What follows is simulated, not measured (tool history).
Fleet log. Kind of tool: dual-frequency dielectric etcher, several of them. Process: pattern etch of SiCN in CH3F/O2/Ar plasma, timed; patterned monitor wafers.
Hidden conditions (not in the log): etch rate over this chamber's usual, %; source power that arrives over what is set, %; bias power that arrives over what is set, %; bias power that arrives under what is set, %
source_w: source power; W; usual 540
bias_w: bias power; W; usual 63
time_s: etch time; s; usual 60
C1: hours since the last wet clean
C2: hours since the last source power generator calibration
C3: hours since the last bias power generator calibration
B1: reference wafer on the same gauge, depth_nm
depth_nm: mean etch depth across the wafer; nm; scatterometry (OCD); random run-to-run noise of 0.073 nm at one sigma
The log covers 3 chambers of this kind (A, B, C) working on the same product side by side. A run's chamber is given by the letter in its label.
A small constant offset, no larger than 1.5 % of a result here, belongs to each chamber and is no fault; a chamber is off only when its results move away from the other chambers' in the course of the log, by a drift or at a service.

{"run": "1A", "hour": 11.2, "source_w": 540, "bias_w": 63, "time_s": 60, "C1": 217.3, "C2": 4561.3, "C3": 1503.4, "B1": 27.582, "depth_nm": 23.79}
{"run": "2B", "hour": 24.6, "source_w": 540, "bias_w": 63, "time_s": 60, "C1": 194.8, "C2": 2405.9, "C3": 142.9, "B1": 27.617, "depth_nm": 24.069}
{"run": "3C", "hour": 37.0, "source_w": 540, "bias_w": 63, "time_s": 60, "C1": 263.9, "C2": 1974.8, "C3": 2698.8, "B1": 27.604, "depth_nm": 24.315}
{"run": "4A", "hour": 44.9, "source_w": 540, "bias_w": 63, "time_s": 60, "C1": 251, "C2": 4595, "C3": 1537.1, "B1": 27.61, "depth_nm": 23.858}
{"run": "5C", "hour": 57.2, "source_w": 540, "bias_w": 63, "time_s": 60, "C1": 284.1, "C2": 1995, "C3": 2719, "B1": 27.602, "depth_nm": 24.462}
{"run": "6B", "hour": 65.1, "source_w": 540, "bias_w": 55, "time_s": 47.5, "C1": 235.3, "C2": 2446.4, "C3": 183.4, "B1": 27.608, "depth_nm": 18.242}
{"run": "7B", "hour": 75.4, "source_w": 540, "bias_w": 55, "time_s": 47.5, "C1": 245.6, "C2": 2456.7, "C3": 193.7, "B1": 27.592, "depth_nm": 18.215}
{"run": "8A", "hour": 88.4, "source_w": 540, "bias_w": 55, "time_s": 47.5, "C1": 294.5, "C2": 4638.5, "C3": 1580.6, "B1": 27.581, "depth_nm": 18.047}
{"run": "9C", "hour": 100.7, "source_w": 540, "bias_w": 63, "time_s": 60, "C1": 327.6, "C2": 2038.5, "C3": 2762.5, "B1": 27.603, "depth_nm": 24.301}
{"run": "10A", "hour": 111.8, "source_w": 540, "bias_w": 63, "time_s": 60, "C1": 317.9, "C2": 4661.9, "C3": 1604, "B1": 27.603, "depth_nm": 23.828}
{"run": "11B", "hour": 120.5, "source_w": 540, "bias_w": 63, "time_s": 60, "C1": 290.7, "C2": 2501.8, "C3": 238.8, "B1": 27.604, "depth_nm": 24.182}
{"run": "12C", "hour": 128.7, "source_w": 540, "bias_w": 63, "time_s": 72, "C1": 355.6, "C2": 2066.5, "C3": 2790.5, "B1": 27.597, "depth_nm": 29.32}
{"run": "13B", "hour": 139.1, "source_w": 540, "bias_w": 63, "time_s": 72, "C1": 309.3, "C2": 2520.4, "C3": 257.4, "B1": 27.604, "depth_nm": 28.807}
{"hour": 139.4, "done": "chamber A: source power generator calibrated"}
{"run": "14A", "hour": 151.2, "source_w": 540, "bias_w": 63, "time_s": 72, "C1": 357.3, "C2": 11.8, "C3": 1643.4, "B1": 27.612, "depth_nm": 28.656}
{"run": "15C", "hour": 160.0, "source_w": 540, "bias_w": 63, "time_s": 60, "C1": 386.9, "C2": 2097.8, "C3": 2821.8, "B1": 27.599, "depth_nm": 24.587}
{"run": "16B", "hour": 171.3, "source_w": 540, "bias_w": 63, "time_s": 60, "C1": 341.5, "C2": 2552.6, "C3": 289.6, "B1": 27.61, "depth_nm": 24.04}
{"run": "17A", "hour": 179.5, "source_w": 540, "bias_w": 63, "time_s": 60, "C1": 385.6, "C2": 40.1, "C3": 1671.7, "B1": 27.571, "depth_nm": 23.88}
{"run": "18C", "hour": 189.1, "source_w": 540, "bias_w": 63, "time_s": 60, "C1": 416, "C2": 2126.9, "C3": 2850.9, "B1": 27.587, "depth_nm": 24.514}
{"run": "19B", "hour": 201.3, "source_w": 540, "bias_w": 63, "time_s": 60, "C1": 371.5, "C2": 2582.6, "C3": 319.6, "B1": 27.588, "depth_nm": 24.146}
{"run": "20A", "hour": 207.4, "source_w": 540, "bias_w": 63, "time_s": 60, "C1": 413.5, "C2": 68, "C3": 1699.6, "B1": 27.604, "depth_nm": 23.871}
{"run": "21C", "hour": 216.3, "source_w": 540, "bias_w": 63, "time_s": 60, "C1": 443.2, "C2": 2154.1, "C3": 2878.1, "B1": 27.616, "depth_nm": 24.566}
{"run": "22B", "hour": 227.5, "source_w": 540, "bias_w": 63, "time_s": 60, "C1": 397.7, "C2": 2608.8, "C3": 345.8, "B1": 27.585, "depth_nm": 24.091}
{"run": "23C", "hour": 239.3, "source_w": 540, "bias_w": 63, "time_s": 60, "C1": 466.2, "C2": 2177.1, "C3": 2901.1, "B1": 27.595, "depth_nm": 24.531}
{"run": "24A", "hour": 250.6, "source_w": 650, "bias_w": 50, "time_s": 60, "C1": 456.7, "C2": 111.2, "C3": 1742.8, "B1": 27.608, "depth_nm": 23.643}
{"run": "25A", "hour": 259.4, "source_w": 650, "bias_w": 50, "time_s": 60, "C1": 465.5, "C2": 120, "C3": 1751.6, "B1": 27.605, "depth_nm": 23.614}
{"run": "26B", "hour": 270.7, "source_w": 650, "bias_w": 50, "time_s": 60, "C1": 440.9, "C2": 2652, "C3": 389, "B1": 27.625, "depth_nm": 23.929}
{"run": "27C", "hour": 281.0, "source_w": 540, "bias_w": 63, "time_s": 60, "C1": 507.9, "C2": 2218.8, "C3": 2942.8, "B1": 27.601, "depth_nm": 24.6}
{"run": "28C", "hour": 289.2, "source_w": 540, "bias_w": 63, "time_s": 60, "C1": 516.1, "C2": 2227, "C3": 2951, "B1": 27.604, "depth_nm": 24.582}
{"run": "29B", "hour": 298.0, "source_w": 540, "bias_w": 63, "time_s": 60, "C1": 468.2, "C2": 2679.3, "C3": 416.3, "B1": 27.616, "depth_nm": 24.083}
{"run": "30A", "hour": 304.3, "source_w": 540, "bias_w": 63, "time_s": 60, "C1": 510.4, "C2": 164.9, "C3": 1796.5, "B1": 27.621, "depth_nm": 23.817}
{"run": "31C", "hour": 314.8, "source_w": 540, "bias_w": 63, "time_s": 60, "C1": 541.7, "C2": 2252.6, "C3": 2976.6, "B1": 27.621, "depth_nm": 24.627}

Does one chamber stand apart from the rest, does the shared gauge drift, or is all well apart from small per-chamber offsets? Give the chamber and the most likely cause, where there is one.

Chamber C drifts away from the others.
What lies behind it: etch rate over this chamber's usual, % = 1.76.
With only this log, it may be confused with: source power that arrives over what is set, %; bias power that arrives over what is set, %.

Here are 4 candidates for chamber C's next run, each the usual settings with a change, their results left as question marks. Which one brings its results back in line with what the others give on the usual settings?
A result is in line if it is within this distance of the other chambers' mean on the usual settings: depth_nm 0.25 nm
{"run": "32C-1", "hour": 324.9, "source_w": 540, "bias_w": 64, "time_s": 62.5, "depth_nm": "?"}
{"run": "32C-2", "hour": 324.9, "source_w": 540, "bias_w": 69, "time_s": 60, "depth_nm": "?"}
{"run": "32C-3", "hour": 324.9, "source_w": 530, "bias_w": 62, "time_s": 58, "depth_nm": "?"}
{"run": "32C-4", "hour": 324.9, "source_w": 540, "bias_w": 63, "time_s": 58, "depth_nm": "?"}

Mean of the other chambers on the usual settings: depth_nm 23.959 nm
run=32C-1 depth_nm=25.877
run=32C-2 depth_nm=25.478
run=32C-3 depth_nm=23.59
run=32C-4 depth_nm=23.889
32C-4 puts the chamber back in line with the other chambers.
